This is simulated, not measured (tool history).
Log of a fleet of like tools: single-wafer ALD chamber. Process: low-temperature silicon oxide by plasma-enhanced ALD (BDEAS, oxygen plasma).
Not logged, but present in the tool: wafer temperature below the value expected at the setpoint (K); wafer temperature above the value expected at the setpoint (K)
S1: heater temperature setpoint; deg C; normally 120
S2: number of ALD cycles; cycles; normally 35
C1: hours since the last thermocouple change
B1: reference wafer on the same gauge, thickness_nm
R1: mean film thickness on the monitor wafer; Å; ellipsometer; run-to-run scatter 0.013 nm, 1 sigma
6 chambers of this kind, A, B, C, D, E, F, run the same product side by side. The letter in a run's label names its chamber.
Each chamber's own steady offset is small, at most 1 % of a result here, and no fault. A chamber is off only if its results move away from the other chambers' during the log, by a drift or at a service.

Run 1A, hour 8.2: usual settings; C1 956.4; B1 5.7294. Result: R1 48.216 Å.
Run 2B, hour 18.4: usual settings; C1 877.3; B1 5.7328. Result: R1 48.225 Å.
Run 3C, hour 29.1: usual settings; C1 33.8; B1 5.7294. Result: R1 48.342 Å.
Run 4D, hour 37.4: usual settings; C1 352.7; B1 5.73. Result: R1 48.12 Å.
Run 5F, hour 46.5: usual settings but S1 105 deg C, S2 32 cycles; C1 969.1; B1 5.734. Result: R1 45.591 Å.
Run 6E, hour 54.9: usual settings but S1 105 deg C, S2 32 cycles; C1 146.2; B1 5.7284. Result: R1 45.455 Å.
Run 7D, hour 65.1: usual settings but S1 105 deg C, S2 32 cycles; C1 380.4; B1 5.7352. Result: R1 45.445 Å.
Run 8A, hour 74.7: usual settings but S1 105 deg C, S2 32 cycles; C1 1022.9; B1 5.7292. Result: R1 45.318 Å.
Run 9C, hour 83.5: usual settings but S1 105 deg C, S2 32 cycles; C1 88.2; B1 5.7314. Result: R1 45.666 Å.
Run 10E, hour 94.3: usual settings but S1 105 deg C, S2 32 cycles; C1 185.6; B1 5.7279. Result: R1 45.541 Å.
Run 11B, hour 101.8: usual settings but S1 134 deg C, S2 33 cycles; C1 960.7; B1 5.7324. Result: R1 44.166 Å.
Run 12F, hour 111.1: usual settings but S1 134 deg C, S2 33 cycles; C1 1033.7; B1 5.7286. Result: R1 44.66 Å.
Run 13F, hour 120.8: usual settings but S1 134 deg C, S2 33 cycles; C1 1043.4; B1 5.7322. Result: R1 44.5 Å.
Run 14E, hour 129.4: usual settings but S1 134 deg C, S2 33 cycles; C1 220.7; B1 5.7281. Result: R1 44.347 Å.
Run 15C, hour 137.6: usual settings but S1 134 deg C, S2 33 cycles; C1 142.3; B1 5.7297. Result: R1 44.267 Å.
Run 16D, hour 144.7: usual settings but S1 134 deg C, S2 33 cycles; C1 460; B1 5.727. Result: R1 44.075 Å.
Run 17A, hour 152.1: usual settings; C1 1100.3; B1 5.7307. Result: R1 48.153 Å.
Run 18B, hour 163: usual settings but S2 40 cycles; C1 1021.9; B1 5.7316. Result: R1 55.137 Å.
Run 19E, hour 169.9: usual settings but S2 40 cycles; C1 261.2; B1 5.7302. Result: R1 55.336 Å.
Run 20D, hour 177.8: usual settings but S2 40 cycles; C1 493.1; B1 5.7254. Result: R1 54.886 Å.
Run 21C, hour 188.2: usual settings but S2 40 cycles; C1 192.9; B1 5.7288. Result: R1 55.297 Å.
At hour 194.6: chamber B: thermocouple changed; heater temperature recalibrated.
Run 22B, hour 198.9: usual settings but S2 40 cycles; C1 4.3; B1 5.7288. Result: R1 55.122 Å.
Run 23F, hour 206.7: usual settings but S2 40 cycles; C1 1129.3; B1 5.7289. Result: R1 55.656 Å.
Run 24A, hour 214.5: usual settings; C1 1162.7; B1 5.7314. Result: R1 48.285 Å.
Run 25E, hour 224.9: usual settings but S1 126 deg C; C1 316.2; B1 5.7276. Result: R1 47.783 Å.
Run 26F, hour 235.9: usual settings but S1 126 deg C; C1 1158.5; B1 5.7271. Result: R1 48.07 Å.
Run 27C, hour 241.3: usual settings but S1 126 deg C; C1 246; B1 5.7256. Result: R1 47.708 Å.
Run 28A, hour 248.3: usual settings but S1 126 deg C; C1 1196.5; B1 5.7295. Result: R1 47.915 Å.
Run 29B, hour 254.2: usual settings but S1 126 deg C; C1 59.6; B1 5.7279. Result: R1 47.488 Å.
Run 30D, hour 261.7: usual settings but S1 126 deg C; C1 577; B1 5.7301. Result: R1 47.256 Å.
Run 31B, hour 270.1: usual settings; C1 75.5; B1 5.7283. Result: R1 47.993 Å.
Run 32E, hour 278.1: usual settings; C1 369.4; B1 5.7315. Result: R1 48.497 Å.
Run 33C, hour 287.6: usual settings; C1 292.3; B1 5.7297. Result: R1 48.253 Å.
Run 34F, hour 294.3: usual settings; C1 1216.9; B1 5.7286. Result: R1 48.337 Å.
Run 35A, hour 299.4: usual settings; C1 1247.6; B1 5.7285. Result: R1 48.273 Å.
Run 36D, hour 309.2: usual settings but S1 126 deg C, S2 31 cycles; C1 624.5; B1 5.7291. Result: R1 42.208 Å.
Run 37F, hour 317.1: usual settings but S1 126 deg C, S2 31 cycles; C1 1239.7; B1 5.7323. Result: R1 42.694 Å.
Run 38C, hour 327.1: usual settings but S1 126 deg C, S2 31 cycles; C1 331.8; B1 5.7303. Result: R1 42.224 Å.

Which is it: a chamber that has drifted or been left off by a service, a gauge drift common to all chambers, or only each chamber's usual small offset? If a chamber is off, name it and its likeliest cause.

No chamber is off and the gauge is stable; the differences are just each chamber's small, constant offset.

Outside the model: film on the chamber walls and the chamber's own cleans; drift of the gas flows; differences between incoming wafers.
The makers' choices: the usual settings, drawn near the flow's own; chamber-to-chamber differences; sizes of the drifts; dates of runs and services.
